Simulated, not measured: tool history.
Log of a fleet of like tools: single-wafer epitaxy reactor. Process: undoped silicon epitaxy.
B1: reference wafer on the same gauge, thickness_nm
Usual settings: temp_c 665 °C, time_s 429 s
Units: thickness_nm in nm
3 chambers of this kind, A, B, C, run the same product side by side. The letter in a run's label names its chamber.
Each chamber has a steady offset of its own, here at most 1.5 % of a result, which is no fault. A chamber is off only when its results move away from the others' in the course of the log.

Run 1C, hour 11.6: usual settings; B1 114.43. Result: thickness_nm 100.960 nm.
Run 2B, hour 22.8: usual settings; B1 114.43. Result: thickness_nm 98.921 nm.
Run 3A, hour 32.5: usual settings; B1 114.49. Result: thickness_nm 100.860 nm.
Run 4A, hour 38.6: usual settings; B1 114.42. Result: thickness_nm 99.219 nm.
Run 5C, hour 45.1: usual settings; B1 114.43. Result: thickness_nm 100.920 nm.
Run 6B, hour 53.1: usual settings but time_s 462 s; B1 114.45. Result: thickness_nm 105.940 nm.
Run 7C, hour 65.7: usual settings but time_s 462 s; B1 114.55. Result: thickness_nm 107.810 nm.
Run 8B, hour 77.7: usual settings but time_s 462 s; B1 114.42. Result: thickness_nm 106.340 nm.
Run 9A, hour 88.6: usual settings but temp_c 679 °C, time_s 370 s; B1 114.46. Result: thickness_nm 115.470 nm.
Run 10A, hour 96.0: usual settings but temp_c 679 °C, time_s 370 s; B1 114.44. Result: thickness_nm 114.900 nm.
Run 11B, hour 102.3: usual settings but temp_c 679 °C, time_s 370 s; B1 114.48. Result: thickness_nm 113.460 nm.
Run 12C, hour 110.4: usual settings; B1 114.62. Result: thickness_nm 101.170 nm.
Run 13A, hour 120.3: usual settings; B1 114.50. Result: thickness_nm 99.923 nm.
Run 14B, hour 131.9: usual settings; B1 114.48. Result: thickness_nm 98.267 nm.
Run 15C, hour 143.7: usual settings; B1 114.60. Result: thickness_nm 100.320 nm.
Run 16A, hour 154.0: usual settings; B1 114.47. Result: thickness_nm 99.904 nm.
Run 17B, hour 165.2: usual settings; B1 114.44. Result: thickness_nm 98.386 nm.
Run 18C, hour 171.7: usual settings; B1 114.58. Result: thickness_nm 101.280 nm.
Run 19A, hour 180.9: usual settings; B1 114.42. Result: thickness_nm 99.081 nm.
Run 20B, hour 189.5: usual settings; B1 114.29. Result: thickness_nm 98.592 nm.
Run 21C, hour 196.2: usual settings; B1 114.57. Result: thickness_nm 100.390 nm.
Run 22A, hour 208.3: usual settings; B1 114.55. Result: thickness_nm 99.039 nm.
Run 23B, hour 220.3: usual settings; B1 114.45. Result: thickness_nm 98.366 nm.
Run 24C, hour 231.0: usual settings; B1 114.62. Result: thickness_nm 100.750 nm.
Run 25C, hour 243.0: usual settings; B1 114.46. Result: thickness_nm 101.160 nm.
Run 26B, hour 252.6: usual settings but temp_c 655 °C, time_s 513 s; B1 114.51. Result: thickness_nm 94.872 nm.
Run 27A, hour 259.4: usual settings but temp_c 655 °C, time_s 513 s; B1 114.37. Result: thickness_nm 94.940 nm.
Run 28A, hour 266.7: usual settings but temp_c 655 °C, time_s 513 s; B1 114.42. Result: thickness_nm 94.914 nm.
Run 29C, hour 273.8: usual settings; B1 114.49. Result: thickness_nm 99.909 nm.
Run 30B, hour 286.3: usual settings; B1 114.48. Result: thickness_nm 98.631 nm.
Run 31C, hour 295.0: usual settings; B1 114.56. Result: thickness_nm 100.040 nm.
Run 32B, hour 304.5: usual settings; B1 114.55. Result: thickness_nm 98.180 nm.
Run 33A, hour 314.3: usual settings; B1 114.39. Result: thickness_nm 96.471 nm.
Run 34A, hour 322.6: usual settings; B1 114.51. Result: thickness_nm 96.501 nm.
Run 35B, hour 331.0: usual settings; B1 114.50. Result: thickness_nm 98.350 nm.
Run 36C, hour 337.9: usual settings; B1 114.40. Result: thickness_nm 100.330 nm.

Next, every chamber runs the same settings. What will each give?
Run 37A, hour 347.3: usual settings. Result: thickness_nm ?.
Run 37B, hour 347.3: usual settings. Result: thickness_nm ?.
Run 37C, hour 347.3: usual settings. Result: thickness_nm ?.

run  thickness_nm
37A        96.619
37B        98.354
37C       100.020

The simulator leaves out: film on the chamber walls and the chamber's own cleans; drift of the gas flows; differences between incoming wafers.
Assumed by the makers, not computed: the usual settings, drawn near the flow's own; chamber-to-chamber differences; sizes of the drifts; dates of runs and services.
